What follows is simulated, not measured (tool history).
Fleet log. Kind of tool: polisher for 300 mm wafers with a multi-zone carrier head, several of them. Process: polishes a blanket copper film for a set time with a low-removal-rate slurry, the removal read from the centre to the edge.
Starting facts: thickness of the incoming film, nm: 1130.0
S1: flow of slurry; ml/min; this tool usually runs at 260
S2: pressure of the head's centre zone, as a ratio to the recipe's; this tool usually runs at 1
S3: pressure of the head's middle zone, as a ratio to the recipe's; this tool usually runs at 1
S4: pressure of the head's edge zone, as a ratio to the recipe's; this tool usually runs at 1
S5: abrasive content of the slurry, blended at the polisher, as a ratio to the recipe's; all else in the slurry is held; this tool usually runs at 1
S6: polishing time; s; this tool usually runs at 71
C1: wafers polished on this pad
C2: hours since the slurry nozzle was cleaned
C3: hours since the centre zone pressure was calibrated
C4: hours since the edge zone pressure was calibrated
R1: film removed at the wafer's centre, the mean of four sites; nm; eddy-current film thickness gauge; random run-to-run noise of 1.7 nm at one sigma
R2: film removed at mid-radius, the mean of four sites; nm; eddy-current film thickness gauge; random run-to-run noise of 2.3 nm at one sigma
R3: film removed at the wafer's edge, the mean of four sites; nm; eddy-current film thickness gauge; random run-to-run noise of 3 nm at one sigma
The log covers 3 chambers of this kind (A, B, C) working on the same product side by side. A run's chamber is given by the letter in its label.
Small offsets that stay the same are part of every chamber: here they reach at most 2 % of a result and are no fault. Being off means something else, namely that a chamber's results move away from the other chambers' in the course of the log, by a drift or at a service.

run     day   S1    S2    S3  S4  S5  S6    C1     C2     C3      C4      R1      R2      R3
 1C   0.412  260     1     1   1   1  71   506  296.9  332.7  1326.8  211.85  207.11  216.03
      0.562  -- chamber A: worn pad replaced by a new one
 2A   0.688  260     1     1   1   1  71    25  364.3   79.3   905.9  212.94  210.43  208.97
 3B   0.971  260     1     1   1   1  71   684  154.5  393.8   357.1  212.59  210.95  210.85
 4A   1.271  260     1     1   1   1  71   145  378.3   93.3   919.9  211.72  213.85  208.75
 5C     1.7  260     1     1   1   1  71   770  327.8  363.6  1357.7  208.38  209.04   208.1
      1.738  -- chamber C: worn pad replaced by a new one
 6B   2.117  260     1     1   1   1  71   920    182  421.3   384.6  210.79  210.06  215.72
 7A   2.442  260     1     1   1   1  71   386  406.4  121.4     948  211.86  212.01  206.14
 8C    2.75  260     1     1   1   1  71   208    353  388.8  1382.9  208.85  212.15  207.93
 9B   3.229  260     1     1   1   1  71  1148  208.7    448   411.3  207.86  208.13  209.84
10B   3.646  260     1     1   1   1  71  1234  218.7    458   421.3  207.81  205.87  209.58
11C   4.271  260     1     1   1   1  71   520  389.5  425.3  1419.4  209.24  207.44  213.73
12A   4.571  260     1     1   1   1  71   823  457.5  172.5   999.1  209.86  215.88  217.52
      4.892  -- chamber C: slurry nozzle cleaned
13B   4.933  260     1     1   1   1  71  1498  249.6  488.9   452.2  209.69   206.9  214.91
      4.967  -- chamber C: worn pad replaced by a new one
14C   5.529  260     1     1   1   1  87   115   15.3  455.5  1449.6   254.6  261.09  253.33
      5.554  -- chamber B: slurry nozzle cleaned
15A   5.967  260     1     1   1   1  87  1109    491    206  1032.6  263.55  259.88  264.72
      6.404  -- chamber A: worn pad replaced by a new one
16C   6.492  260     1     1   1   1  87   313   38.4  478.6  1472.7   260.5  254.84  261.04
17A   7.088  260     1     1   1   1  71   140  517.9  232.9  1059.5  209.04  210.29  218.82
      7.225  -- chamber B: centre zone pressure recalibrated
18B   7.546  260     1     1   1   1  71  2035   47.8    7.8   514.9  208.38  203.57  207.01
19A   8.054  260     1     1   1   1  71   339  541.1  256.1  1082.7  213.65  213.39  210.35
      8.271  -- chamber C: worn pad replaced by a new one
20B   8.525  260     1     1   1   1  71  2236   71.3   31.3   538.4  207.18  202.09  206.97
21C   9.042  260     1     1   1   1  71   158   99.6  539.8  1533.9   208.5  207.36  212.89
22C   9.446  260     1     1   1   1  71   241  109.3  549.5  1543.6  209.68  210.55  212.15
23B    9.75  260  1.06     1   1   1  71  2487  100.7   60.7   567.8  219.42  199.18  202.84
24A  10.021  260  1.06     1   1   1  71   743  588.3  303.3  1129.9  228.25  214.58   210.2
     10.092  -- chamber C: edge zone pressure recalibrated
25C  10.512  260  1.06     1   1   1  71   460  134.9  575.1    10.2  221.99  208.72  207.79
26A  10.783  260     1     1   1   1  71   899  606.6  321.6  1148.2  213.29  209.95   213.6
27B    11.2  260     1     1   1   1  88  2785  135.5   95.5   602.6  256.71     249   256.7
       11.4  -- chamber C: worn pad replaced by a new one
28B  11.725  260     1     1   1   1  88  2893  148.1  108.1   615.2  251.59  246.84  252.69
     12.162  -- chamber A: worn pad replaced by a new one
29C  12.238  260     1     1   1   1  88   172  176.3  616.5    51.6  260.61  264.15  267.28
30A  12.588  260     1     1   1   1  71    87  649.9  364.9  1191.5  213.61  208.69  212.45
31A  12.979  260     1     1   1   1  71   167  659.3  374.3  1200.9  213.14  212.47  213.81
     13.271  -- chamber A: edge zone pressure recalibrated
32C  13.471  175     1     1   1   1  71   425  205.9  646.1    81.2  198.83  201.91  202.14
33B  13.771  175     1     1   1   1  71  3313  197.2  157.2   664.3  188.73   187.8  199.19
34C  14.358  175     1     1   1   1  71   607  227.2  667.4   102.5  196.75  202.38  203.38
     14.546  -- chamber A: slurry nozzle cleaned
35A  14.642  260     1  0.92   1   1  71   509    2.3  414.2      33  209.56  197.77  213.69
36B  15.038  260     1  0.92   1   1  71  3573  227.6  187.6   694.7     199  186.27  205.01
     15.275  -- chamber B: slurry nozzle cleaned
37B  15.408  260     1  0.92   1   1  71  3649    3.2  196.5   703.6  198.68  183.89  199.53

All 3 chambers run these settings next. Forecast each chamber's results:
38A  15.858  260   1   1  1.04   1  71                   ?   ?   ?
38B  15.858  260   1   1  1.04   1  71                   ?   ?   ?
38C  15.858  260   1   1  1.04   1  71                   ?   ?   ?

run      R1      R2      R3
38A  214.21  211.46  216.64
38B  197.48  194.92  201.02
38C   211.1  206.57   215.2
